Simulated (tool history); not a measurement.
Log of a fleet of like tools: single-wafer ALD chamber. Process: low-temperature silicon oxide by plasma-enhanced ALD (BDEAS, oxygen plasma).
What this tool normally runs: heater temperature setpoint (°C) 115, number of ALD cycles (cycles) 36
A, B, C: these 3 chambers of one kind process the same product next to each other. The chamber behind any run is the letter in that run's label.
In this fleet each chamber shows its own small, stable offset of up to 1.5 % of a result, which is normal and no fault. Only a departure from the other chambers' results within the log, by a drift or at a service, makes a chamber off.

run   hour  heater temperature setpoint (°C)  number of ALD cycles (cycles)  hours since the last thermocouple change  read-back reference wafer on the same gauge, thickness_nm  mean film thickness on the monitor wafer (nm)
 1C    8.9                               115                             36                                     531.1                                                     5.5294                                         5.0319
 2A   17.5                               115                             36                                     699.2                                                     5.5314                                         4.9633
 3B   23.2                               115                             36                                    2592.5                                                     5.5281                                         5.0782
 4C   32.4                               115                             36                                     554.6                                                     5.5329                                         4.9901
 5A   37.3                               115                             36                                       719                                                     5.5269                                         4.9407
 6B   45.3                               115                             36                                    2614.6                                                       5.53                                         5.0611
 7B   54.4                               115                             36                                    2623.7                                                     5.5324                                         5.0546
 8A   64.4                               115                             36                                     746.1                                                     5.5265                                         4.9463
 9C   69.7                               115                             36                                     591.9                                                      5.529                                         5.0315
10B   75.1                               115                             36                                    2644.4                                                     5.5302                                         5.0346
11C     81                               115                             38                                     603.2                                                     5.5299                                            5.3
12A   90.8                               115                             38                                     772.5                                                     5.5301                                         5.2415
13B   97.3                               115                             38                                    2666.6                                                      5.529                                         5.3153
14C  106.7                               115                             36                                     628.9                                                     5.5324                                         5.0308
15A  112.9                               115                             36                                     794.6                                                     5.5309                                         4.9544
16C  121.6                               115                             36                                     643.8                                                     5.5256                                         5.0182
17A    131                               115                             36                                     812.7                                                     5.5268                                         4.9461
18B  141.7                               115                             36                                      2711                                                     5.5331                                         5.0411
19B  149.2                               115                             31                                    2718.5                                                     5.5244                                         4.3213
20A  156.6                               115                             31                                     838.3                                                     5.5265                                         4.2524
21C  162.7                               115                             31                                     684.9                                                     5.5314                                         4.3481

All 3 chambers run these settings next. Forecast each chamber's results:
22A  170.8                               127                             36                                                                                                                                                   ?
22B  170.8                               127                             36                                                                                                                                                   ?
22C  170.8                               127                             36                                                                                                                                                   ?

run  mean film thickness on the monitor wafer (nm)
22A                                         4.8326
22B                                         4.9274
22C                                         4.9281
